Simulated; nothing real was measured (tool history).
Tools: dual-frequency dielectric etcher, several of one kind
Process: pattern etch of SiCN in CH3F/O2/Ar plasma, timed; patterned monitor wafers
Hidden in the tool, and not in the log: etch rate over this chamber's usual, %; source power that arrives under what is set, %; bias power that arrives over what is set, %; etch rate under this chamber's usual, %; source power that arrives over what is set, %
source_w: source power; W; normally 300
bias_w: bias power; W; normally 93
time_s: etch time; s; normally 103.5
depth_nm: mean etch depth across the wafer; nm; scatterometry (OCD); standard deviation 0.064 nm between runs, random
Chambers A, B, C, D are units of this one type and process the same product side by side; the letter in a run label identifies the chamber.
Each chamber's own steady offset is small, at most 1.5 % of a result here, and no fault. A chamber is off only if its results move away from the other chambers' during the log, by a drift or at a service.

run	hour	source_w	bias_w	time_s	hours since the last wet clean	hours since the last source power generator calibration	hours since the last bias power generator calibration	read-back reference wafer on the same gauge, depth_nm	depth_nm
1B	2.8	300	93	103.5	81.5	2517.3	1015.7	33.989	38.268
2D	7	300	93	103.5	8.3	1691.1	60.4	33.992	38.138
3A	11.5	300	93	103.5	232.4	998.4	746.1	33.983	37.874
4C	16.3	300	93	103.5	148.2	2642	674.7	33.961	38.587
5A	19.2	300	93	103.5	240.1	1006.1	753.8	33.964	37.728
6B	24.4	300	93	103.5	103.1	2538.9	1037.3	33.954	38.226
7D	27	300	93	103.5	28.3	1711.1	80.4	33.947	38.171
8C	32	300	93	103.5	163.9	2657.7	690.4	33.937	38.493
9C	35.4	300	93	103.5	167.3	2661.1	693.8	33.954	38.577
10A	39.8	300	93	103.5	260.7	1026.7	774.4	33.926	37.814
11B	44.3	300	93	103.5	123	2558.8	1057.2	33.922	38.211
12D	48.7	300	93	103.5	50	1732.8	102.1	33.91	38.169
13C	52.8	300	103	103.5	184.7	2678.5	711.2	33.908	39.976
14A	57.5	300	103	103.5	278.4	1044.4	792.1	33.901	39.219
15B	62.5	300	103	103.5	141.2	2577	1075.4	33.892	39.693
16D	67.2	300	103	103.5	68.5	1751.3	120.6	33.876	39.595
17C	70.7	300	93	103.5	202.6	2696.4	729.1	33.892	38.337
18B	75.2	300	93	103.5	153.9	2589.7	1088.1	33.868	38.074
19D	79.7	300	93	103.5	81	1763.8	133.1	33.852	38.033
20A	84.1	300	93	103.5	305	1071	818.7	33.864	37.692
21D	88.9	300	93	103.5	90.2	1773	142.3	33.842	38.07
22C	91.7	300	93	103.5	223.6	2717.4	750.1	33.843	38.381
23B	94.2	300	114	103.5	172.9	2608.7	1107.1	33.848	41.18
24A	97.1	300	114	103.5	318	1084	831.7	33.83	40.703
25A	101.8	300	114	103.5	322.7	1088.7	836.4	33.809	40.761
26B	105.6	300	114	103.5	184.3	2620.1	1118.5	33.826	41.158
27C	109.6	300	93	103.5	241.5	2735.3	768	33.797	38.418
28D	114.2	300	93	103.5	115.5	1798.3	167.6	33.809	38.106
29A	119.6	300	93	103.5	340.5	1106.5	854.2	33.791	37.589
30D	124.1	300	93	103.5	125.4	1808.2	177.5	33.792	37.979
31C	128	300	93	103.5	259.9	2753.7	786.4	33.789	38.283
32B	133.3	300	93	103.5	212	2647.8	1146.2	33.763	37.964

For the next run the whole fleet of 4 chambers uses the same settings. Give each chamber's results:
33A	137.3	300	93	103.5					?
33B	137.3	300	93	103.5					?
33C	137.3	300	93	103.5					?
33D	137.3	300	93	103.5					?

run	depth_nm
33A	37.574
33B	38.03
33C	38.307
33D	37.964
